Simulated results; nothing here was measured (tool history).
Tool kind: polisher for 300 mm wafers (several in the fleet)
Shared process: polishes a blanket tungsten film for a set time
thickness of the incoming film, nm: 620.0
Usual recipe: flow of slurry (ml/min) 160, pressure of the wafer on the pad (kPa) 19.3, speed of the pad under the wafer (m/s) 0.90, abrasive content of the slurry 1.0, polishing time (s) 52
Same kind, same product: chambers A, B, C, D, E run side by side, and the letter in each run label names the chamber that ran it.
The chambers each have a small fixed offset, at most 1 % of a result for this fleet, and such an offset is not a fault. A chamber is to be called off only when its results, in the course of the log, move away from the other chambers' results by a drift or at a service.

run,hour,flow of slurry (ml/min),pressure of the wafer on the pad (kPa),speed of the pad under the wafer (m/s),abrasive content of the slurry,polishing time (s),wafers polished on this pad,hours since the slurry nozzle was cleaned,hours since the head pressure was calibrated,hours since the slurry blender was calibrated,hours since the slurry got fresh peroxide,film removed (nm)
1D,5.4,160,19.3,0.90,1.0,52,360,66.7,607.4,90.5,30.6,140.55
2A,9.7,160,19.3,0.90,1.0,52,873,71.5,771.0,267.6,52.4,136.18
# hour 11.8: chamber B: slurry blender recalibrated
# hour 13.4: chamber E: worn pad replaced by a new one
# hour 14.0: chamber B: slurry tank refilled with fresh slurry and peroxide
3B,16.9,160,19.3,0.90,1.0,52,603,456.0,1222.7,5.1,2.9,137.59
4C,21.6,160,19.3,0.90,1.0,52,1137,102.6,672.6,235.1,66.6,141.03
# hour 24.0: chamber C: worn pad replaced by a new one
# hour 25.0: chamber B: worn pad replaced by a new one
5E,28.7,160,19.3,0.90,1.0,52,193,562.2,1000.5,271.8,83.4,137.82
# hour 29.0: chamber D: worn pad replaced by a new one
# hour 32.1: chamber D: slurry blender recalibrated
# hour 34.4: chamber C: slurry tank refilled with fresh slurry and peroxide
6C,35.0,160,19.3,0.90,1.0,52,139,116.0,686.0,248.5,0.6,137.53
# hour 38.2: chamber C: head pressure recalibrated
# hour 39.9: chamber E: slurry blender recalibrated
7A,41.6,160,19.3,0.90,1.0,52,1275,103.4,802.9,299.5,84.3,137.05
# hour 44.6: chamber C: slurry blender recalibrated
8B,44.8,160,19.3,0.90,1.0,52,250,483.9,1250.6,33.0,30.8,137.37
# hour 45.8: chamber E: head pressure recalibrated
9D,48.6,160,19.3,0.90,1.0,52,247,109.9,650.6,16.5,73.8,140.40
# hour 49.5: chamber B: slurry nozzle cleaned
# hour 50.2: chamber A: worn pad replaced by a new one
10E,55.8,160,19.3,0.90,1.0,68,534,589.3,10.1,15.9,110.5,181.06
11E,60.0,160,19.3,0.90,1.0,68,587,593.5,14.3,20.1,114.7,181.80
# hour 61.3: chamber D: slurry tank refilled with fresh slurry and peroxide
12C,64.7,160,19.3,0.90,1.0,68,513,145.7,26.5,20.1,30.3,183.83
13A,71.1,160,19.3,0.90,1.0,68,264,132.9,832.4,329.0,113.8,179.94
14B,76.7,160,19.3,0.90,1.0,68,652,27.2,1282.5,64.9,62.7,177.73
# hour 77.2: chamber D: worn pad replaced by a new one
15D,81.0,160,19.3,0.90,1.1,58,48,142.3,683.0,48.9,19.7,159.23
16C,84.5,160,19.3,0.90,1.1,58,763,165.5,46.3,39.9,50.1,159.82
# hour 85.0: chamber B: worn pad replaced by a new one
17A,90.6,160,19.3,0.90,1.1,58,510,152.4,851.9,348.5,133.3,155.89
18E,94.9,160,19.3,0.90,1.1,58,1027,628.4,49.2,55.0,149.6,157.63
# hour 98.4: chamber B: slurry tank refilled with fresh slurry and peroxide
19B,100.0,160,19.3,0.90,1.1,58,189,50.5,1305.8,88.2,1.6,161.56
20D,104.0,160,19.3,0.90,1.0,52,337,165.3,706.0,71.9,42.7,137.45
21B,108.5,160,19.3,0.90,1.0,52,296,59.0,1314.3,96.7,10.1,135.67
22D,113.6,160,19.3,0.90,1.0,52,458,174.9,715.6,81.5,52.3,140.00
# hour 117.8: chamber E: worn pad replaced by a new one
23E,119.2,160,19.3,0.90,1.0,52,18,652.7,73.5,79.3,173.9,134.28
# hour 120.2: chamber C: slurry tank refilled with fresh slurry and peroxide
# hour 121.8: chamber E: slurry nozzle cleaned
# hour 123.0: chamber C: worn pad replaced by a new one
24C,123.7,160,19.3,0.90,1.0,52,8,204.7,85.5,79.1,3.6,135.18
# hour 125.1: chamber E: slurry tank refilled with fresh slurry and peroxide
25A,127.2,160,19.3,0.90,1.0,52,971,189.0,888.5,385.1,169.9,133.55
# hour 127.5: chamber D: slurry blender recalibrated
26E,130.5,160,19.3,0.90,1.0,52,161,8.7,84.8,90.6,5.4,138.80
# hour 132.3: chamber D: worn pad replaced by a new one
27B,133.8,160,19.3,0.90,1.0,52,615,84.3,1339.6,122.0,35.4,139.04
# hour 137.7: chamber B: worn pad replaced by a new one
28C,140.3,160,19.3,1.16,1.0,69,218,221.3,102.1,95.7,20.2,234.50
29A,147.2,160,19.3,1.16,1.0,69,1223,209.0,908.5,405.1,189.9,221.09
30D,152.0,160,19.3,1.16,1.0,69,249,213.3,754.0,24.5,90.7,240.65
# hour 157.2: chamber D: slurry tank refilled with fresh slurry and peroxide
31A,157.7,160,19.3,1.16,1.0,69,1355,219.5,919.0,415.6,200.4,218.59
32B,162.5,160,19.3,1.16,1.0,69,313,113.0,1368.3,150.7,64.1,235.78
33D,166.0,160,19.3,0.90,1.0,52,425,227.3,768.0,38.5,8.8,139.93
34C,172.8,160,19.3,0.90,1.0,52,627,253.8,134.6,128.2,52.7,140.91
# hour 177.2: chamber D: worn pad replaced by a new one
35E,179.4,160,19.3,0.90,1.0,52,777,57.6,133.7,139.5,54.3,137.55
36D,184.6,160,19.3,0.90,1.0,52,94,245.9,786.6,57.1,27.4,139.54

Predict what each chamber gives when all 5 of them run the settings below next.
37A,189.8,160,19.3,0.90,1.0,61,,,,,,?
37B,189.8,160,19.3,0.90,1.0,61,,,,,,?
37C,189.8,160,19.3,0.90,1.0,61,,,,,,?
37D,189.8,160,19.3,0.90,1.0,61,,,,,,?
37E,189.8,160,19.3,0.90,1.0,61,,,,,,?

run,film removed (nm)
37A,144.32
37B,162.89
37C,158.25
37D,162.57
37E,164.22
